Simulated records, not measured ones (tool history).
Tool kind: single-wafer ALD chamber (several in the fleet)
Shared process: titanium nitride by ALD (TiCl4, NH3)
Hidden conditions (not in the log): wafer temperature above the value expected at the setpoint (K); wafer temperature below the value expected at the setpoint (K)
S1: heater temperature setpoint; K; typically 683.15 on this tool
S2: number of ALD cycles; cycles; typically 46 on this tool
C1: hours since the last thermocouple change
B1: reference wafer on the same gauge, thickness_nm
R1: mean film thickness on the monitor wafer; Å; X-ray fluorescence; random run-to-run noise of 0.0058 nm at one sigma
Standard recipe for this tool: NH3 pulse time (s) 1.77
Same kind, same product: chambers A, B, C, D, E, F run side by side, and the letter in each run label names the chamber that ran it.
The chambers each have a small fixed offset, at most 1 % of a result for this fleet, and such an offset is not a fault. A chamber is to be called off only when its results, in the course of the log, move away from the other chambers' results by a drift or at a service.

At hour 9.5: chamber E: thermocouple changed; heater temperature recalibrated.
Run 1D, hour 14.8: usual settings; C1 338; B1 0.94976. Result: R1 10.265 Å.
Run 2C, hour 24.3: usual settings; C1 802.9; B1 0.95138. Result: R1 9.9981 Å.
Run 3F, hour 34.2: usual settings; C1 273.1; B1 0.9504. Result: R1 10.272 Å.
Run 4A, hour 47.8: usual settings; C1 1034; B1 0.95045. Result: R1 10.275 Å.
Run 5B, hour 58.2: usual settings; C1 1511.5; B1 0.95004. Result: R1 10.187 Å.
Run 6E, hour 69.2: usual settings; C1 59.7; B1 0.95004. Result: R1 10.057 Å.
Run 7D, hour 84.1: usual settings but S1 671.15 K; C1 407.3; B1 0.949. Result: R1 10.119 Å.
Run 8A, hour 94.4: usual settings but S1 671.15 K; C1 1080.6; B1 0.95027. Result: R1 10.173 Å.
Run 9B, hour 109.8: usual settings but S1 671.15 K; C1 1563.1; B1 0.95056. Result: R1 10.092 Å.
Run 10F, hour 118.8: usual settings but S1 671.15 K; C1 357.7; B1 0.95029. Result: R1 10.16 Å.
Run 11C, hour 129.8: usual settings but S1 671.15 K; C1 908.4; B1 0.94896. Result: R1 10.003 Å.
Run 12E, hour 143.4: usual settings but S1 671.15 K; C1 133.9; B1 0.95116. Result: R1 10.112 Å.
Run 13D, hour 157.1: usual settings; C1 480.3; B1 0.95056. Result: R1 10.16 Å.
Run 14A, hour 172.7: usual settings; C1 1158.9; B1 0.94941. Result: R1 10.225 Å.
Run 15F, hour 185.3: usual settings but S1 675.15 K, S2 49 cycles; C1 424.2; B1 0.9507. Result: R1 10.78 Å.
Run 16E, hour 192.9: usual settings but S1 675.15 K, S2 49 cycles; C1 183.4; B1 0.94985. Result: R1 10.716 Å.
Run 17C, hour 208.8: usual settings but S1 675.15 K, S2 49 cycles; C1 987.4; B1 0.95052. Result: R1 10.608 Å.
Run 18B, hour 216.2: usual settings but S1 675.15 K, S2 49 cycles; C1 1669.5; B1 0.9494. Result: R1 10.745 Å.
Run 19C, hour 228.5: usual settings but S1 675.15 K, S2 49 cycles; C1 1007.1; B1 0.9498. Result: R1 10.649 Å.
Run 20E, hour 237.9: usual settings but S1 675.15 K, S2 49 cycles; C1 228.4; B1 0.95051. Result: R1 10.75 Å.
Run 21D, hour 250.5: usual settings; C1 573.7; B1 0.9494. Result: R1 10.138 Å.
Run 22B, hour 266.1: usual settings; C1 1719.4; B1 0.95118. Result: R1 10.086 Å.
Run 23F, hour 280.1: usual settings but S1 670.15 K, NH3 pulse time (s) 1.22; C1 519; B1 0.95021. Result: R1 9.9473 Å.
Run 24A, hour 289: usual settings but S1 670.15 K, NH3 pulse time (s) 1.22; C1 1275.2; B1 0.95057. Result: R1 9.922 Å.
Run 25D, hour 300: usual settings but S1 670.15 K, NH3 pulse time (s) 1.22; C1 623.2; B1 0.95042. Result: R1 9.9708 Å.
Run 26B, hour 313.3: usual settings but S1 670.15 K, NH3 pulse time (s) 1.22; C1 1766.6; B1 0.94981. Result: R1 9.7848 Å.
Run 27F, hour 322.1: usual settings but S1 670.15 K, NH3 pulse time (s) 1.22; C1 561; B1 0.9507. Result: R1 10.036 Å.
Run 28A, hour 334.4: usual settings but S1 670.15 K, NH3 pulse time (s) 1.22; C1 1320.6; B1 0.94984. Result: R1 9.9839 Å.
Run 29E, hour 342.4: usual settings; C1 332.9; B1 0.9502. Result: R1 10.152 Å.
Run 30C, hour 350.7: usual settings; C1 1129.3; B1 0.94958. Result: R1 10.078 Å.
Run 31A, hour 364.8: usual settings; C1 1351; B1 0.95059. Result: R1 10.322 Å.
Run 32F, hour 373.9: usual settings; C1 612.8; B1 0.95136. Result: R1 10.077 Å.
Run 33D, hour 385.7: usual settings; C1 708.9; B1 0.95067. Result: R1 10.165 Å.
Run 34B, hour 394.4: usual settings but NH3 pulse time (s) 2.3; C1 1847.7; B1 0.94843. Result: R1 10.354 Å.
Run 35E, hour 407.9: usual settings but NH3 pulse time (s) 2.3; C1 398.4; B1 0.94902. Result: R1 10.197 Å.
Run 36C, hour 419.3: usual settings but NH3 pulse time (s) 2.3; C1 1197.9; B1 0.94996. Result: R1 10.209 Å.
Run 37D, hour 430.2: usual settings but NH3 pulse time (s) 2.3; C1 753.4; B1 0.94871. Result: R1 10.322 Å.
Run 38F, hour 446.1: usual settings but NH3 pulse time (s) 2.3; C1 685; B1 0.95146. Result: R1 10.33 Å.
Run 39C, hour 461.8: usual settings but NH3 pulse time (s) 2.3; C1 1240.4; B1 0.94996. Result: R1 10.143 Å.

Does one chamber stand apart from the rest, does the shared gauge drift, or is all well apart from small per-chamber offsets? Give the chamber and the most likely cause, where there is one.

Neither any chamber nor the gauge drifts; the chambers differ only by their own small, steady offsets.

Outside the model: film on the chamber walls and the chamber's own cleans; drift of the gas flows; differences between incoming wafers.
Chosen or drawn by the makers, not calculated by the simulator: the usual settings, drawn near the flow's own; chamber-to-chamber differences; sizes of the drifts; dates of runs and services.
